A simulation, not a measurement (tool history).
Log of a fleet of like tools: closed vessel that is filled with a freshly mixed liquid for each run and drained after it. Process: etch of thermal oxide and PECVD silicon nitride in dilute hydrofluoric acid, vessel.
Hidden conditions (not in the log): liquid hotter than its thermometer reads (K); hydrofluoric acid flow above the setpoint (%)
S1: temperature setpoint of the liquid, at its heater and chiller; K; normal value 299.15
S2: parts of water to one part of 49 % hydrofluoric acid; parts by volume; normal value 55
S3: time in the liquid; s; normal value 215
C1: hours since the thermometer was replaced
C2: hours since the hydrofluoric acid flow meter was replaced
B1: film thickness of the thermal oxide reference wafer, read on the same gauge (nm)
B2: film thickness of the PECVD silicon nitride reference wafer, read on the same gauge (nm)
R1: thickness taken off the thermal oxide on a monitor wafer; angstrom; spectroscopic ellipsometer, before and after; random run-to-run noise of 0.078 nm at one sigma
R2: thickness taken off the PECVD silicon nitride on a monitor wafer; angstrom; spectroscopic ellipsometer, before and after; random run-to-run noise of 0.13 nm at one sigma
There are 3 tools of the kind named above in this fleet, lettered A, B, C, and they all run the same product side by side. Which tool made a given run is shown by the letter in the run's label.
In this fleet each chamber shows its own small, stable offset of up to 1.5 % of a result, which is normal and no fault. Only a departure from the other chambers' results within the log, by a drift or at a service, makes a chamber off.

{"run": "1A", "hour": 11.6, "S1": 299.15, "S2": 55, "S3": 215, "C1": 1018.3, "C2": 541.7, "B1": 89.968, "B2": 70.0, "R1": 206.94, "R2": 141.36}
{"run": "2C", "hour": 18.4, "S1": 299.15, "S2": 55, "S3": 215, "C1": 1993.7, "C2": 225.2, "B1": 89.997, "B2": 69.999, "R1": 204.5, "R2": 142.06}
{"run": "3B", "hour": 24.6, "S1": 299.15, "S2": 55, "S3": 215, "C1": 543.6, "C2": 1591.3, "B1": 89.981, "B2": 70.046, "R1": 206.36, "R2": 138.82}
{"run": "4A", "hour": 32.7, "S1": 299.15, "S2": 55, "S3": 215, "C1": 1039.4, "C2": 562.8, "B1": 89.978, "B2": 69.999, "R1": 208.38, "R2": 143.55}
{"run": "5B", "hour": 43.2, "S1": 299.15, "S2": 55, "S3": 215, "C1": 562.2, "C2": 1609.9, "B1": 90.001, "B2": 69.999, "R1": 207.23, "R2": 142.02}
{"run": "6C", "hour": 48.8, "S1": 299.15, "S2": 55, "S3": 215, "C1": 2024.1, "C2": 255.6, "B1": 90.017, "B2": 70.022, "R1": 204.7, "R2": 141.75}
{"run": "7A", "hour": 60.3, "S1": 299.15, "S2": 55, "S3": 215, "C1": 1067.0, "C2": 590.4, "B1": 90.0, "B2": 70.013, "R1": 206.58, "R2": 141.99}
{"run": "8B", "hour": 66.8, "S1": 299.15, "S2": 70, "S3": 215, "C1": 585.8, "C2": 1633.5, "B1": 89.997, "B2": 69.963, "R1": 158.64, "R2": 114.53}
{"run": "9C", "hour": 72.0, "S1": 299.15, "S2": 70, "S3": 215, "C1": 2047.3, "C2": 278.8, "B1": 89.992, "B2": 70.022, "R1": 156.58, "R2": 111.81}
{"run": "10B", "hour": 81.4, "S1": 299.15, "S2": 70, "S3": 215, "C1": 600.4, "C2": 1648.1, "B1": 90.007, "B2": 69.998, "R1": 159.2, "R2": 114.0}
{"run": "11C", "hour": 89.9, "S1": 299.15, "S2": 55, "S3": 215, "C1": 2065.2, "C2": 296.7, "B1": 89.977, "B2": 70.016, "R1": 204.09, "R2": 141.73}
{"run": "12A", "hour": 95.2, "S1": 299.15, "S2": 55, "S3": 215, "C1": 1101.9, "C2": 625.3, "B1": 90.021, "B2": 70.015, "R1": 205.68, "R2": 145.82}
{"run": "13B", "hour": 100.7, "S1": 299.15, "S2": 55, "S3": 215, "C1": 619.7, "C2": 1667.4, "B1": 90.005, "B2": 69.994, "R1": 207.79, "R2": 144.25}
{"run": "14A", "hour": 110.6, "S1": 299.15, "S2": 55, "S3": 135, "C1": 1117.3, "C2": 640.7, "B1": 89.994, "B2": 70.021, "R1": 130.28, "R2": 89.585}
{"run": "15C", "hour": 117.2, "S1": 299.15, "S2": 55, "S3": 135, "C1": 2092.5, "C2": 324.0, "B1": 89.989, "B2": 70.023, "R1": 128.27, "R2": 88.579}
{"run": "16A", "hour": 124.3, "S1": 299.15, "S2": 55, "S3": 135, "C1": 1131.0, "C2": 654.4, "B1": 90.007, "B2": 69.958, "R1": 130.19, "R2": 91.445}
{"run": "17B", "hour": 134.1, "S1": 299.15, "S2": 55, "S3": 330, "C1": 653.1, "C2": 1700.8, "B1": 90.014, "B2": 69.976, "R1": 320.78, "R2": 225.77}
{"run": "18C", "hour": 142.0, "S1": 299.15, "S2": 55, "S3": 330, "C1": 2117.3, "C2": 348.8, "B1": 89.983, "B2": 69.983, "R1": 314.15, "R2": 218.67}
{"run": "19B", "hour": 151.2, "S1": 299.15, "S2": 55, "S3": 330, "C1": 670.2, "C2": 1717.9, "B1": 89.971, "B2": 70.033, "R1": 322.27, "R2": 221.96}
{"run": "20C", "hour": 159.9, "S1": 299.15, "S2": 55, "S3": 215, "C1": 2135.2, "C2": 366.7, "B1": 89.982, "B2": 69.95, "R1": 204.7, "R2": 144.98}
{"run": "21A", "hour": 167.1, "S1": 299.15, "S2": 55, "S3": 215, "C1": 1173.8, "C2": 697.2, "B1": 89.987, "B2": 69.98, "R1": 206.9, "R2": 142.24}
{"run": "22C", "hour": 175.8, "S1": 299.15, "S2": 55, "S3": 215, "C1": 2151.1, "C2": 382.6, "B1": 90.037, "B2": 70.047, "R1": 204.22, "R2": 141.38}
{"run": "23A", "hour": 183.4, "S1": 299.15, "S2": 55, "S3": 100, "C1": 1190.1, "C2": 713.5, "B1": 89.969, "B2": 69.999, "R1": 96.822, "R2": 67.296}
{"run": "24B", "hour": 194.7, "S1": 299.15, "S2": 55, "S3": 100, "C1": 713.7, "C2": 1761.4, "B1": 89.975, "B2": 70.017, "R1": 98.473, "R2": 68.396}
{"run": "25A", "hour": 201.1, "S1": 299.15, "S2": 55, "S3": 100, "C1": 1207.8, "C2": 731.2, "B1": 89.986, "B2": 69.963, "R1": 96.473, "R2": 66.852}
{"run": "26B", "hour": 210.6, "S1": 299.15, "S2": 55, "S3": 215, "C1": 729.6, "C2": 1777.3, "B1": 89.979, "B2": 70.008, "R1": 212.55, "R2": 147.3}
{"run": "27C", "hour": 218.7, "S1": 299.15, "S2": 55, "S3": 175, "C1": 2194.0, "C2": 425.5, "B1": 89.989, "B2": 70.035, "R1": 166.11, "R2": 117.62}
{"run": "28B", "hour": 226.6, "S1": 299.15, "S2": 55, "S3": 175, "C1": 745.6, "C2": 1793.3, "B1": 90.0, "B2": 69.983, "R1": 172.66, "R2": 121.84}
{"run": "29A", "hour": 234.3, "S1": 299.15, "S2": 55, "S3": 175, "C1": 1241.0, "C2": 764.4, "B1": 89.955, "B2": 70.009, "R1": 169.67, "R2": 118.11}
{"run": "30C", "hour": 245.9, "S1": 299.15, "S2": 55, "S3": 215, "C1": 2221.2, "C2": 452.7, "B1": 90.026, "B2": 70.01, "R1": 203.68, "R2": 144.83}
{"run": "31A", "hour": 253.5, "S1": 299.15, "S2": 55, "S3": 215, "C1": 1260.2, "C2": 783.6, "B1": 90.012, "B2": 69.993, "R1": 206.11, "R2": 146.47}
{"run": "32C", "hour": 260.6, "S1": 299.15, "S2": 55, "S3": 215, "C1": 2235.9, "C2": 467.4, "B1": 90.023, "B2": 69.985, "R1": 202.59, "R2": 142.34}
{"run": "33B", "hour": 269.8, "S1": 299.15, "S2": 55, "S3": 215, "C1": 788.8, "C2": 1836.5, "B1": 89.981, "B2": 69.999, "R1": 216.31, "R2": 151.82}

Each of the 3 chambers runs these same settings next. Fill in every chamber's results:
{"run": "34A", "hour": 278.2, "S1": 299.15, "S2": 55, "S3": 165, "R1": "?", "R2": "?"}
{"run": "34B", "hour": 278.2, "S1": 299.15, "S2": 55, "S3": 165, "R1": "?", "R2": "?"}
{"run": "34C", "hour": 278.2, "S1": 299.15, "S2": 55, "S3": 165, "R1": "?", "R2": "?"}

run=34A R1=159.930 R2=112.300
run=34B R1=165.420 R2=115.830
run=34C R1=155.940 R2=110.260
